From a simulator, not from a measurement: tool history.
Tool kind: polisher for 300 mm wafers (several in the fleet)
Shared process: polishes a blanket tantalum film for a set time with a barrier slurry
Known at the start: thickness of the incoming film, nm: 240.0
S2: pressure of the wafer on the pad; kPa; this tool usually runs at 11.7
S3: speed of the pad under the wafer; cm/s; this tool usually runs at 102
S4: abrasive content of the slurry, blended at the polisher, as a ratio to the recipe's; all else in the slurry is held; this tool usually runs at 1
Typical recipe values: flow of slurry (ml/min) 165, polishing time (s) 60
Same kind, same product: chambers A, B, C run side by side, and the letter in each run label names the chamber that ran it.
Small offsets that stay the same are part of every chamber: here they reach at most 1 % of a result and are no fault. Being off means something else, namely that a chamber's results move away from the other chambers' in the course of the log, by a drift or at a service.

run 1C hour=11.8 | flow_of_slurry_(ml/min)=165 S2=11.7 S3=102 S4=1 polishing_time_(s)=60 | film_removed_(nm)=79.108
run 2A hour=20.2 | flow_of_slurry_(ml/min)=165 S2=11.7 S3=102 S4=1 polishing_time_(s)=60 | film_removed_(nm)=77.797
-- hour=24.3 chamber A: worn pad replaced by a new one
run 3B hour=32.9 | flow_of_slurry_(ml/min)=165 S2=11.7 S3=102 S4=1 polishing_time_(s)=60 | film_removed_(nm)=78.745
-- hour=35 chamber C: head pressure recalibrated
run 4A hour=39.4 | flow_of_slurry_(ml/min)=165 S2=11.7 S3=102 S4=1 polishing_time_(s)=60 | film_removed_(nm)=77.419
run 5B hour=49.2 | flow_of_slurry_(ml/min)=165 S2=11.7 S3=102 S4=1 polishing_time_(s)=60 | film_removed_(nm)=78.581
run 6C hour=61.8 | flow_of_slurry_(ml/min)=165 S2=11.7 S3=102 S4=0.85 polishing_time_(s)=42 | film_removed_(nm)=53.243
-- hour=66.3 chamber C: worn pad replaced by a new one
run 7A hour=70.3 | flow_of_slurry_(ml/min)=165 S2=11.7 S3=102 S4=0.85 polishing_time_(s)=42 | film_removed_(nm)=51.989
run 8B hour=83.9 | flow_of_slurry_(ml/min)=165 S2=11.7 S3=102 S4=0.85 polishing_time_(s)=42 | film_removed_(nm)=52.157
run 9C hour=97.6 | flow_of_slurry_(ml/min)=165 S2=11.7 S3=102 S4=1 polishing_time_(s)=60 | film_removed_(nm)=79.691
-- hour=102.8 chamber B: slurry blender recalibrated
-- hour=107.3 chamber A: slurry nozzle cleaned
run 10C hour=108.7 | flow_of_slurry_(ml/min)=185 S2=13.8 S3=102 S4=1 polishing_time_(s)=60 | film_removed_(nm)=94.721
-- hour=122 chamber C: slurry blender recalibrated
run 11B hour=122.3 | flow_of_slurry_(ml/min)=185 S2=13.8 S3=102 S4=1 polishing_time_(s)=60 | film_removed_(nm)=94.411
run 12A hour=132.9 | flow_of_slurry_(ml/min)=185 S2=13.8 S3=102 S4=1 polishing_time_(s)=60 | film_removed_(nm)=94.022
-- hour=133.6 chamber C: worn pad replaced by a new one
run 13A hour=145.3 | flow_of_slurry_(ml/min)=165 S2=11.7 S3=102 S4=1 polishing_time_(s)=60 | film_removed_(nm)=78.365
-- hour=156.7 chamber A: worn pad replaced by a new one
run 14B hour=157.4 | flow_of_slurry_(ml/min)=210 S2=11.7 S3=114 S4=1 polishing_time_(s)=60 | film_removed_(nm)=90.049
-- hour=162.1 chamber B: worn pad replaced by a new one
run 15C hour=169.9 | flow_of_slurry_(ml/min)=210 S2=11.7 S3=114 S4=1 polishing_time_(s)=60 | film_removed_(nm)=91.817
run 16A hour=179.8 | flow_of_slurry_(ml/min)=210 S2=11.7 S3=114 S4=1 polishing_time_(s)=60 | film_removed_(nm)=89.975
run 17C hour=187.4 | flow_of_slurry_(ml/min)=165 S2=11.7 S3=102 S4=1 polishing_time_(s)=60 | film_removed_(nm)=78.811
run 18B hour=198.8 | flow_of_slurry_(ml/min)=165 S2=11.7 S3=102 S4=1 polishing_time_(s)=60 | film_removed_(nm)=78.341
-- hour=209.8 chamber C: worn pad replaced by a new one
run 19B hour=211.8 | flow_of_slurry_(ml/min)=165 S2=11.7 S3=102 S4=1 polishing_time_(s)=60 | film_removed_(nm)=78.279
run 20A hour=221.1 | flow_of_slurry_(ml/min)=165 S2=11.7 S3=102 S4=1 polishing_time_(s)=60 | film_removed_(nm)=77.524
run 21C hour=232.4 | flow_of_slurry_(ml/min)=165 S2=11.7 S3=102 S4=1 polishing_time_(s)=60 | film_removed_(nm)=78.852
-- hour=235.3 chamber B: slurry blender recalibrated
run 22C hour=240.7 | flow_of_slurry_(ml/min)=165 S2=11.7 S3=102 S4=1 polishing_time_(s)=60 | film_removed_(nm)=78.927
-- hour=244.9 chamber A: slurry blender recalibrated
run 23A hour=248.8 | flow_of_slurry_(ml/min)=165 S2=11.7 S3=102 S4=1 polishing_time_(s)=60 | film_removed_(nm)=77.269
run 24B hour=255.9 | flow_of_slurry_(ml/min)=165 S2=11.7 S3=102 S4=1 polishing_time_(s)=60 | film_removed_(nm)=78.305

For the next run the whole fleet of 3 chambers uses the same settings. Give each chamber's results:
run 25A hour=265.7 | flow_of_slurry_(ml/min)=165 S2=11.7 S3=102 S4=1 polishing_time_(s)=60 | film_removed_(nm)=?
run 25B hour=265.7 | flow_of_slurry_(ml/min)=165 S2=11.7 S3=102 S4=1 polishing_time_(s)=60 | film_removed_(nm)=?
run 25C hour=265.7 | flow_of_slurry_(ml/min)=165 S2=11.7 S3=102 S4=1 polishing_time_(s)=60 | film_removed_(nm)=?

run=25A film_removed_(nm)=77.669
run=25B film_removed_(nm)=78.771
run=25C film_removed_(nm)=79.825
